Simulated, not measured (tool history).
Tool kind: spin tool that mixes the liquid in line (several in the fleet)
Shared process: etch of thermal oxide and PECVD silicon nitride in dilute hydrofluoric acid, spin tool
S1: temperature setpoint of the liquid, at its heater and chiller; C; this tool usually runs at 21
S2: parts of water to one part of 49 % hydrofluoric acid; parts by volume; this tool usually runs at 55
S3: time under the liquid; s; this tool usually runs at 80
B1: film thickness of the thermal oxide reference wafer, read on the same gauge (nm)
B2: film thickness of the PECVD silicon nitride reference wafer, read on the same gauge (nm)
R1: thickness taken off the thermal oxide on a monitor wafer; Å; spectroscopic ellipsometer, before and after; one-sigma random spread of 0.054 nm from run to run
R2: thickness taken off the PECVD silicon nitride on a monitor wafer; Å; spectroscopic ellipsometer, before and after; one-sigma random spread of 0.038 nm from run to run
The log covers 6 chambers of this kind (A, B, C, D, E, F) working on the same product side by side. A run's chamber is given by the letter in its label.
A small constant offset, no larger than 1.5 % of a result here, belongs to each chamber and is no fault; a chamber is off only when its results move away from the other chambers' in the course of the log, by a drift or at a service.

{"run": "1E", "hour": 8.9, "S1": 21, "S2": 55, "S3": 80, "B1": 110.01, "B2": 150, "R1": 60.654, "R2": 42.339}
{"run": "2D", "hour": 19.4, "S1": 21, "S2": 55, "S3": 80, "B1": 110.03, "B2": 150, "R1": 60.736, "R2": 41.534}
{"run": "3A", "hour": 30.1, "S1": 21, "S2": 55, "S3": 80, "B1": 109.98, "B2": 150, "R1": 59.87, "R2": 41.363}
{"run": "4C", "hour": 38.2, "S1": 21, "S2": 55, "S3": 80, "B1": 109.97, "B2": 150, "R1": 61.594, "R2": 42.34}
{"run": "5F", "hour": 52.7, "S1": 21, "S2": 55, "S3": 80, "B1": 109.93, "B2": 150.02, "R1": 60.968, "R2": 42.803}
{"hour": 54.8, "done": "chamber E: thermometer replaced"}
{"run": "6B", "hour": 66.2, "S1": 21, "S2": 55, "S3": 80, "B1": 110.02, "B2": 149.99, "R1": 61.297, "R2": 42.07}
{"run": "7B", "hour": 77.5, "S1": 21, "S2": 55, "S3": 80, "B1": 110.01, "B2": 149.99, "R1": 60.969, "R2": 42.4}
{"run": "8C", "hour": 88.7, "S1": 21, "S2": 55, "S3": 80, "B1": 110, "B2": 150.02, "R1": 61.923, "R2": 42.98}
{"run": "9E", "hour": 97.6, "S1": 17, "S2": 55, "S3": 80, "B1": 110, "B2": 150.01, "R1": 50.964, "R2": 31.905}
{"run": "10A", "hour": 105.6, "S1": 17, "S2": 55, "S3": 80, "B1": 110.03, "B2": 150, "R1": 50.657, "R2": 31.251}
{"run": "11D", "hour": 113.3, "S1": 17, "S2": 55, "S3": 80, "B1": 109.98, "B2": 149.97, "R1": 50.903, "R2": 31.641}
{"hour": 118.7, "done": "chamber C: hydrofluoric acid flow meter replaced"}
{"run": "12F", "hour": 127.5, "S1": 17, "S2": 55, "S3": 80, "B1": 109.96, "B2": 149.98, "R1": 52.457, "R2": 32.047}
{"run": "13C", "hour": 142.2, "S1": 17, "S2": 55, "S3": 80, "B1": 110.02, "B2": 149.99, "R1": 50.863, "R2": 32.945}
{"hour": 154.6, "done": "chamber B: thermometer replaced"}
{"run": "14A", "hour": 156.2, "S1": 17, "S2": 55, "S3": 80, "B1": 109.99, "B2": 149.99, "R1": 51.065, "R2": 31.727}
{"run": "15E", "hour": 163.7, "S1": 21, "S2": 55, "S3": 80, "B1": 109.99, "B2": 150.01, "R1": 60.365, "R2": 42.345}
{"hour": 167.0, "done": "chamber D: thermometer replaced"}
{"run": "16F", "hour": 174.8, "S1": 23, "S2": 35, "S3": 80, "B1": 109.98, "B2": 150, "R1": 106.87, "R2": 75.484}
{"run": "17B", "hour": 185.9, "S1": 23, "S2": 35, "S3": 80, "B1": 110.02, "B2": 150, "R1": 106.48, "R2": 73.268}
{"run": "18D", "hour": 195.3, "S1": 23, "S2": 35, "S3": 80, "B1": 109.98, "B2": 149.99, "R1": 106.97, "R2": 75.92}
{"run": "19C", "hour": 208.7, "S1": 23, "S2": 35, "S3": 80, "B1": 110.03, "B2": 150, "R1": 107.66, "R2": 76.348}
{"run": "20B", "hour": 216.3, "S1": 23, "S2": 35, "S3": 80, "B1": 110.03, "B2": 150, "R1": 105.75, "R2": 74.123}
{"run": "21F", "hour": 228.2, "S1": 23, "S2": 35, "S3": 80, "B1": 110.02, "B2": 150.02, "R1": 107.4, "R2": 75.335}
{"run": "22E", "hour": 238.2, "S1": 26, "S2": 55, "S3": 55, "B1": 109.97, "B2": 150.02, "R1": 51.638, "R2": 41.031}
{"run": "23A", "hour": 251.7, "S1": 26, "S2": 55, "S3": 55, "B1": 110.02, "B2": 150.01, "R1": 52.012, "R2": 40.111}
{"run": "24D", "hour": 262.5, "S1": 26, "S2": 55, "S3": 55, "B1": 109.95, "B2": 150.01, "R1": 51.911, "R2": 40.928}
{"run": "25E", "hour": 272.9, "S1": 26, "S2": 55, "S3": 55, "B1": 109.94, "B2": 150, "R1": 51.213, "R2": 41.214}
{"run": "26B", "hour": 279.7, "S1": 26, "S2": 55, "S3": 55, "B1": 110.03, "B2": 149.99, "R1": 51.493, "R2": 39.799}
{"run": "27C", "hour": 286.2, "S1": 26, "S2": 55, "S3": 55, "B1": 109.97, "B2": 150, "R1": 50.515, "R2": 40.591}
{"run": "28D", "hour": 298.6, "S1": 21, "S2": 55, "S3": 80, "B1": 110.01, "B2": 150.01, "R1": 60.711, "R2": 42.046}
{"run": "29A", "hour": 306.3, "S1": 21, "S2": 55, "S3": 80, "B1": 110, "B2": 150.01, "R1": 59.239, "R2": 41.584}
{"run": "30F", "hour": 313.9, "S1": 21, "S2": 55, "S3": 80, "B1": 110.06, "B2": 150.01, "R1": 61.66, "R2": 42.538}
{"run": "31C", "hour": 325.5, "S1": 21, "S2": 55, "S3": 80, "B1": 109.97, "B2": 149.98, "R1": 61.673, "R2": 42.394}
{"run": "32E", "hour": 334.9, "S1": 21, "S2": 55, "S3": 80, "B1": 109.99, "B2": 150.02, "R1": 61.23, "R2": 42.509}
{"hour": 342.8, "done": "chamber B: hydrofluoric acid flow meter replaced"}
{"run": "33B", "hour": 344.1, "S1": 21, "S2": 55, "S3": 80, "B1": 110.04, "B2": 150, "R1": 60.464, "R2": 41.473}
{"run": "34D", "hour": 352.4, "S1": 21, "S2": 55, "S3": 80, "B1": 110, "B2": 150.01, "R1": 60.483, "R2": 42.497}
{"hour": 352.5, "done": "chamber A: thermometer replaced"}
{"run": "35A", "hour": 364.3, "S1": 21, "S2": 55, "S3": 80, "B1": 110, "B2": 150.02, "R1": 61.027, "R2": 42.321}
{"run": "36F", "hour": 373.6, "S1": 21, "S2": 55, "S3": 80, "B1": 110.02, "B2": 150.02, "R1": 62.309, "R2": 42.063}
{"run": "37F", "hour": 385.9, "S1": 21, "S2": 55, "S3": 80, "B1": 110.06, "B2": 149.99, "R1": 61.011, "R2": 42.853}
{"run": "38C", "hour": 393.0, "S1": 21, "S2": 55, "S3": 80, "B1": 109.99, "B2": 150.01, "R1": 61.329, "R2": 42.743}
{"run": "39E", "hour": 404.7, "S1": 21, "S2": 55, "S3": 80, "B1": 109.97, "B2": 149.99, "R1": 61.094, "R2": 41.977}
{"run": "40D", "hour": 414.0, "S1": 21, "S2": 55, "S3": 80, "B1": 110, "B2": 150, "R1": 60.641, "R2": 41.92}
{"run": "41B", "hour": 425.3, "S1": 21, "S2": 55, "S3": 80, "B1": 110.01, "B2": 150, "R1": 60.763, "R2": 41.349}
{"run": "42A", "hour": 435.7, "S1": 21, "S2": 55, "S3": 80, "B1": 109.95, "B2": 149.99, "R1": 59.848, "R2": 42}
{"run": "43C", "hour": 444.9, "S1": 21, "S2": 55, "S3": 80, "B1": 109.99, "B2": 150.01, "R1": 61.048, "R2": 42.734}

Is one chamber off against the others, does the gauge drift, or is nothing wrong? If a chamber is off, say which, and what the likeliest cause is.

No chamber is off and the gauge is stable; the differences are just each chamber's small, constant offset.
